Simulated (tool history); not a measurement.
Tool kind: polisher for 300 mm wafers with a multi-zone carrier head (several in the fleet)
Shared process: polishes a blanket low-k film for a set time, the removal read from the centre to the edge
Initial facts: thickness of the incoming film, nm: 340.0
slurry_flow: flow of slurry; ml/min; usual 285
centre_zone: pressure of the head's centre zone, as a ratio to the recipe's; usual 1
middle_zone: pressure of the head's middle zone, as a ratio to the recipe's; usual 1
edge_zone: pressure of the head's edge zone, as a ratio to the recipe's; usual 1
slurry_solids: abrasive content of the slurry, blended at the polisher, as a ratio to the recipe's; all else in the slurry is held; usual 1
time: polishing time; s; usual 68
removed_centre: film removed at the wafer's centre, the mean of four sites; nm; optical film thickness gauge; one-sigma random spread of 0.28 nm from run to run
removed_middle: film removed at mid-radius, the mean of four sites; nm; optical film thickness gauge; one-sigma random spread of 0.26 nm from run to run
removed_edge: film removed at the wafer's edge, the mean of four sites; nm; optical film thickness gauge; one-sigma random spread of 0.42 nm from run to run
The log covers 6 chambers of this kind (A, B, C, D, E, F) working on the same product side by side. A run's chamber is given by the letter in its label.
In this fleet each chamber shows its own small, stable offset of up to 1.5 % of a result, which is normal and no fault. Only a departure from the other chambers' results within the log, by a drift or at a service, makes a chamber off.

| run | hour | slurry_flow | centre_zone | middle_zone | edge_zone | slurry_solids | time | removed_centre | removed_middle | removed_edge |
|---|---|---|---|---|---|---|---|---|---|---|
| 1B | 3.2 | 285 | 1 | 1 | 1 | 1 | 68 | 32.171 | 32.275 | 32.267 |
| 2D | 6.2 | 285 | 1 | 1 | 1 | 1 | 68 | 32.376 | 32.873 | 33.658 |
| 3E | 10.2 | 285 | 1 | 1 | 1 | 1 | 68 | 33.018 | 32.903 | 32.71 |
| 4C | 13.1 | 285 | 1 | 1 | 1 | 1 | 68 | 32.5 | 32.487 | 31.972 |
| 5A | 15.7 | 325 | 1 | 0.92 | 1 | 1 | 68 | 32.901 | 30.296 | 33.474 |
| 6F | 18.9 | 325 | 1 | 0.92 | 1 | 1 | 68 | 32.929 | 30.586 | 32.467 |
| 7F | 23 | 325 | 1 | 0.92 | 1 | 1 | 68 | 32.559 | 30.409 | 33.116 |
|  | 25.7 | chamber D: worn pad replaced by a new one |
| 8B | 26.5 | 325 | 1 | 0.92 | 1 | 1 | 68 | 33.053 | 30.256 | 32.202 |
|  | 30.8 | chamber D: slurry nozzle cleaned |
| 9E | 30.8 | 325 | 1 | 0.92 | 1 | 1 | 68 | 33.175 | 30.882 | 32.502 |
| 10C | 33.5 | 325 | 1 | 0.92 | 1 | 1 | 68 | 33.494 | 30.271 | 32.398 |
| 11D | 37.4 | 285 | 1 | 1 | 1 | 1 | 68 | 31.824 | 32.557 | 32.323 |
| 12A | 39.9 | 285 | 1 | 1 | 1 | 1 | 68 | 32.267 | 32.001 | 32.078 |
|  | 41.5 | chamber F: worn pad replaced by a new one |
| 13F | 43.3 | 285 | 1 | 1 | 1 | 1 | 68 | 32.335 | 32.702 | 32.131 |
|  | 45.4 | chamber A: slurry nozzle cleaned |
| 14D | 47.8 | 285 | 1 | 1 | 1 | 1 | 68 | 32.218 | 32.663 | 32.616 |
| 15C | 50.5 | 285 | 1 | 1 | 1 | 1 | 68 | 32.311 | 32.582 | 32.571 |
| 16E | 54.8 | 285 | 1 | 1 | 1 | 1 | 68 | 33.373 | 32.764 | 32.322 |
| 17A | 58.2 | 285 | 1 | 1 | 1 | 1 | 68 | 31.995 | 32.018 | 32.433 |
| 18B | 60.8 | 285 | 1 | 1 | 1 | 1 | 68 | 32.305 | 32.334 | 31.847 |
| 19D | 64 | 245 | 1 | 1 | 1 | 1.25 | 68 | 34.971 | 35.601 | 36.066 |
|  | 65.3 | chamber C: worn pad replaced by a new one |
| 20A | 67.3 | 245 | 1 | 1 | 1 | 1.25 | 68 | 34.823 | 34.57 | 35.389 |
| 21B | 69.5 | 245 | 1 | 1 | 1 | 1.25 | 68 | 34.977 | 34.909 | 35.642 |
| 22E | 73.4 | 245 | 1 | 1 | 1 | 1.25 | 68 | 36.102 | 35.17 | 35.952 |
|  | 75.5 | chamber E: worn pad replaced by a new one |
| 23F | 77.9 | 245 | 1 | 1 | 1 | 1.25 | 68 | 35.131 | 34.804 | 35.642 |
| 24C | 80.2 | 245 | 1 | 1 | 1 | 1.25 | 68 | 35.115 | 34.588 | 35.167 |
| 25E | 83.8 | 285 | 1 | 1 | 1 | 1 | 68 | 34.111 | 32.497 | 32.231 |
| 26A | 87.6 | 285 | 1 | 1 | 1 | 1 | 68 | 32.471 | 32.646 | 32.202 |
| 27D | 91.2 | 285 | 1 | 1 | 1 | 1 | 68 | 32.59 | 32.817 | 32.752 |
| 28F | 93.8 | 285 | 0.94 | 1 | 1 | 1 | 68 | 30.849 | 32.943 | 32.546 |
| 29B | 96.1 | 285 | 0.94 | 1 | 1 | 1 | 68 | 30.121 | 32.071 | 32.124 |
|  | 96.3 | chamber D: centre zone pressure recalibrated |
|  | 96.4 | chamber A: worn pad replaced by a new one |
|  | 97.4 | chamber B: worn pad replaced by a new one |
| 30C | 99.4 | 285 | 0.94 | 1 | 1 | 1 | 68 | 30.426 | 32.344 | 32.64 |
|  | 100.5 | chamber F: worn pad replaced by a new one |
| 31E | 103.6 | 285 | 0.94 | 1 | 1 | 1 | 68 | 32.285 | 32.542 | 31.766 |
| 32D | 106.2 | 285 | 0.94 | 1 | 1 | 1 | 68 | 30.694 | 32.8 | 32.962 |
|  | 107.2 | chamber F: edge zone pressure recalibrated |
| 33C | 110.2 | 285 | 0.94 | 1 | 1 | 1 | 68 | 29.971 | 32.382 | 32.071 |
| 34F | 113.1 | 285 | 0.94 | 1 | 1 | 1 | 47 | 21.211 | 22.482 | 22.494 |
| 35B | 115.1 | 285 | 0.94 | 1 | 1 | 1 | 47 | 20.804 | 22.719 | 22.384 |
| 36A | 117.3 | 285 | 0.94 | 1 | 1 | 1 | 47 | 20.942 | 22.134 | 22.548 |
| 37B | 120.9 | 285 | 0.94 | 1 | 1 | 1 | 47 | 20.902 | 22.368 | 22.194 |
| 38C | 123.3 | 285 | 0.94 | 1 | 1 | 1 | 47 | 20.847 | 22.831 | 22.716 |
| 39D | 127.7 | 285 | 0.94 | 1 | 1 | 1 | 47 | 21.062 | 22.303 | 22.502 |
| 40E | 130.4 | 285 | 1 | 1 | 1 | 1 | 68 | 34.803 | 32.252 | 32.077 |
| 41F | 132.9 | 285 | 1 | 1 | 1 | 1 | 68 | 33.012 | 32.718 | 33.223 |
| 42A | 136.6 | 285 | 1 | 1 | 0.92 | 1 | 68 | 32.176 | 32.353 | 31.167 |

Does one chamber stand apart from the rest, does the shared gauge drift, or is all well apart from small per-chamber offsets? Give the chamber and the most likely cause, where there is one.

Little by little, chamber E moves away from the other chambers.
Likeliest cause: centre zone's pressure above its setpoint, % = 7.04.

Here are 4 candidates for chamber E's next run, each the usual settings with a change, their results left as question marks. Which one brings its results back in line with what the others give on the usual settings?
To be in line, a result may differ from the other chambers' mean on the usual settings by at most: removed_centre 0.98 nm; removed_middle 0.91 nm; removed_edge 1.5 nm
| 43E-1 | 140 | 285 | 0.98 | 1 | 1.01 | 1 | 68 | ? | ? | ? |
| 43E-2 | 140 | 280 | 0.94 | 1 | 1.03 | 1 | 68 | ? | ? | ? |
| 43E-3 | 140 | 290 | 1.06 | 1 | 0.97 | 1 | 68 | ? | ? | ? |
| 43E-4 | 140 | 285 | 1.02 | 1 | 0.99 | 1 | 68 | ? | ? | ? |

On the usual settings, the other chambers give on average: removed_centre 32.5 nm; removed_middle 32.461 nm; removed_edge 32.502 nm
| run | removed_centre | removed_middle | removed_edge |
|---|---|---|---|
| 43E-1 | 34.526 | 32.469 | 32.36 |
| 43E-2 | 32.913 | 32.415 | 32.648 |
| 43E-3 | 37.691 | 32.514 | 31.733 |
| 43E-4 | 36.071 | 32.462 | 32.025 |
It is 43E-2 that realigns the chamber with its peers.

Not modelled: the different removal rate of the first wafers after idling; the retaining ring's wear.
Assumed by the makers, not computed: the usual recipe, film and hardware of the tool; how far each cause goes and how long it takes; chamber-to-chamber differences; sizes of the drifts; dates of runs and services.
